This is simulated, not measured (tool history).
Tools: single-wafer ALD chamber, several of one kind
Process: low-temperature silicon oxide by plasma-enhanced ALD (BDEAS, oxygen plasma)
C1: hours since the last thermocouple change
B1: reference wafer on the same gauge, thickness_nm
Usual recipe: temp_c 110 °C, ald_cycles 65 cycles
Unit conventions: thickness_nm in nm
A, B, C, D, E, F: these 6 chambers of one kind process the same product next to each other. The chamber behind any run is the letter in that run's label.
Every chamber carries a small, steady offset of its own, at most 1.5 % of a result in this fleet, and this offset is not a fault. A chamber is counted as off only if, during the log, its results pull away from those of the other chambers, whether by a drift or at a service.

Run 1D, hour 8.9: usual settings; C1 467.3; B1 10.074. Result: thickness_nm 9.11 nm.
Run 2B, hour 20.4: usual settings; C1 322.8; B1 10.073. Result: thickness_nm 9.1005 nm.
Run 3A, hour 27.3: usual settings; C1 31.8; B1 10.074. Result: thickness_nm 9.1874 nm.
Run 4F, hour 37: usual settings; C1 808.2; B1 10.078. Result: thickness_nm 9.2353 nm.
Run 5E, hour 47.6: usual settings; C1 215.5; B1 10.071. Result: thickness_nm 9.1529 nm.
Run 6C, hour 58.2: usual settings; C1 1267.3; B1 10.073. Result: thickness_nm 9.0227 nm.
Run 7F, hour 66.1: usual settings; C1 837.3; B1 10.072. Result: thickness_nm 9.1991 nm.
Run 8E, hour 77: usual settings; C1 244.9; B1 10.071. Result: thickness_nm 9.1361 nm.
Run 9D, hour 86.3: usual settings; C1 544.7; B1 10.068. Result: thickness_nm 9.1013 nm.
Run 10B, hour 98.1: usual settings; C1 400.5; B1 10.063. Result: thickness_nm 9.0801 nm.
Run 11C, hour 107.1: usual settings; C1 1316.2; B1 10.062. Result: thickness_nm 9.0119 nm.
Run 12A, hour 116.5: usual settings; C1 121; B1 10.06. Result: thickness_nm 9.1891 nm.
Run 13F, hour 129.6: usual settings; C1 900.8; B1 10.058. Result: thickness_nm 9.2078 nm.
Run 14E, hour 142.5: usual settings; C1 310.4; B1 10.06. Result: thickness_nm 9.1416 nm.
Run 15B, hour 149: usual settings; C1 451.4; B1 10.059. Result: thickness_nm 9.0608 nm.
Run 16A, hour 162.3: usual settings; C1 166.8; B1 10.056. Result: thickness_nm 9.1841 nm.
Run 17D, hour 172.6: usual settings; C1 631; B1 10.054. Result: thickness_nm 9.1075 nm.
Run 18C, hour 184.9: usual settings; C1 1394; B1 10.052. Result: thickness_nm 8.9984 nm.
Run 19D, hour 196.8: usual settings; C1 655.2; B1 10.05. Result: thickness_nm 9.0563 nm.
Run 20E, hour 205.4: usual settings; C1 373.3; B1 10.048. Result: thickness_nm 9.1119 nm.
Run 21C, hour 219.1: usual settings; C1 1428.2; B1 10.047. Result: thickness_nm 8.9693 nm.
Run 22B, hour 229.2: usual settings; C1 531.6; B1 10.043. Result: thickness_nm 9.0809 nm.
Run 23A, hour 241.5: usual settings; C1 246; B1 10.04. Result: thickness_nm 9.1642 nm.
Run 24F, hour 253.3: usual settings; C1 1024.5; B1 10.044. Result: thickness_nm 9.187 nm.
Run 25B, hour 265.7: usual settings; C1 568.1; B1 10.043. Result: thickness_nm 9.0328 nm.
Run 26F, hour 272.1: usual settings; C1 1043.3; B1 10.039. Result: thickness_nm 9.1775 nm.
At hour 272.8: chamber C: thermocouple changed; heater temperature recalibrated.
Run 27D, hour 278.7: usual settings; C1 737.1; B1 10.037. Result: thickness_nm 9.0623 nm.
Run 28C, hour 292.1: usual settings; C1 19.3; B1 10.033. Result: thickness_nm 9.0008 nm.
Run 29A, hour 301.6: usual settings; C1 306.1; B1 10.034. Result: thickness_nm 9.1539 nm.
Run 30E, hour 314: usual settings; C1 481.9; B1 10.031. Result: thickness_nm 9.0878 nm.
Run 31A, hour 328.2: usual settings; C1 332.7; B1 10.028. Result: thickness_nm 9.1751 nm.
Run 32E, hour 339.1: usual settings; C1 507; B1 10.027. Result: thickness_nm 9.0963 nm.
Run 33F, hour 345.9: usual settings; C1 1117.1; B1 10.028. Result: thickness_nm 9.1795 nm.
At hour 353.2: chamber D: thermocouple changed; heater temperature recalibrated.
Run 34B, hour 359.5: usual settings; C1 661.9; B1 10.022. Result: thickness_nm 9.0277 nm.
Run 35C, hour 370.8: usual settings; C1 98; B1 10.023. Result: thickness_nm 8.9936 nm.
Run 36D, hour 382.5: usual settings; C1 29.3; B1 10.02. Result: thickness_nm 9.0591 nm.

Is one chamber off against the others, does the gauge drift, or is nothing wrong? If a chamber is off, say which, and what the likeliest cause is.

Every chamber seems to shift together because the gauge that measures them all drifts; the chambers themselves are fine.
Cause: gauge reads low (%) = 0.602.
